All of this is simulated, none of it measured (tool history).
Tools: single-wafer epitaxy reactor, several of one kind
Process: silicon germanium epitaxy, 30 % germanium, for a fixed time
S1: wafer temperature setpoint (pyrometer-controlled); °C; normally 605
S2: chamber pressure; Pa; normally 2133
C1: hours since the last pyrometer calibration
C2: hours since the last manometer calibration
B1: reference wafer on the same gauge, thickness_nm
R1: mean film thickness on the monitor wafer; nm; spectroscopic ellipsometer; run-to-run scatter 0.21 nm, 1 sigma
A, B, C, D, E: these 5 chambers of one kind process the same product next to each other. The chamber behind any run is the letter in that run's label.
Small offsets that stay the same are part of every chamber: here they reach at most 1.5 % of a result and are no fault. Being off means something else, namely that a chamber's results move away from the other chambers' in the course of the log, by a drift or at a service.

run	hour	S1	S2	C1	C2	B1	R1
1A	5.3	605	2133	1469.7	763.5	63.195	59.746
2C	10.8	605	2133	1319.5	717.5	63.217	58.875
3B	19.2	605	2133	554.6	336.8	63.157	59.099
4D	26.4	605	2133	1156.1	750.2	63.242	58.163
5E	32.2	605	2133	803.9	744.7	63.246	59.003
6C	39.2	605	2133	1347.9	745.9	63.221	58.733
7E	48.9	605	2133	820.6	761.4	63.223	58.978
8B	56.1	605	2133	591.5	373.7	63.160	58.498
9A	64.1	605	2133	1528.5	822.3	63.258	59.106
10D	70.7	605	2133	1200.4	794.5	63.194	58.777
11D	80.8	605	2133	1210.5	804.6	63.242	58.447
12B	91.3	605	2133	626.7	408.9	63.285	58.485
13A	97.6	601	1880	1562.0	855.8	63.189	52.934
14E	108.5	601	1880	880.2	821.0	63.187	52.272
15C	115.1	601	1880	1423.8	821.8	63.148	51.826
16E	120.8	601	1880	892.5	833.3	63.206	52.199
17B	129.3	601	1880	664.7	446.9	63.182	51.738
18C	134.4	605	2293	1443.1	841.1	63.208	60.282
19D	140.1	605	2293	1269.8	863.9	63.237	60.036
20A	148.5	605	2293	1612.9	906.7	63.204	61.910
21C	157.9	605	2293	1466.6	864.6	63.213	60.856
22B	163.7	605	2293	699.1	481.3	63.231	60.476
23A	171.9	605	2133	1636.3	930.1	63.224	60.533
24D	177.8	605	2133	1307.5	901.6	63.263	58.397
25E	188.0	605	2133	959.7	900.5	63.215	58.656
26A	195.1	605	2133	1659.5	953.3	63.174	60.693
27E	202.6	605	2133	974.3	915.1	63.207	59.097
28C	211.9	605	2133	1520.6	918.6	63.230	58.964
# hour 220.4: chamber C: pyrometer calibrated
29D	222.6	598	2133	1352.3	946.4	63.251	51.364
30B	232.5	598	2133	767.9	550.1	63.218	51.598
31E	239.4	598	2133	1011.1	951.9	63.218	51.650
32B	244.2	598	2133	779.6	561.8	63.214	51.457
33C	253.8	598	2133	33.5	960.5	63.249	51.579
34A	262.9	605	2133	1727.3	1021.1	63.198	60.984
35D	271.7	605	2133	1401.4	995.5	63.225	58.401
36D	277.6	605	2133	1407.3	1001.4	63.225	58.584
37C	286.4	605	2133	66.1	993.1	63.287	58.772
38A	293.4	605	2133	1757.8	1051.6	63.228	61.946
39E	300.9	617	2306	1072.6	1013.4	63.211	75.237
40B	311.1	617	2306	846.5	628.7	63.166	75.601

Next, all 5 chambers run the settings below, one line each with question marks for the results. What does each chamber give?
41A	319.0	605	2653				?
41B	319.0	605	2653				?
41C	319.0	605	2653				?
41D	319.0	605	2653				?
41E	319.0	605	2653				?

run	R1
41A	67.547
41B	64.147
41C	64.017
41D	63.535
41E	64.549

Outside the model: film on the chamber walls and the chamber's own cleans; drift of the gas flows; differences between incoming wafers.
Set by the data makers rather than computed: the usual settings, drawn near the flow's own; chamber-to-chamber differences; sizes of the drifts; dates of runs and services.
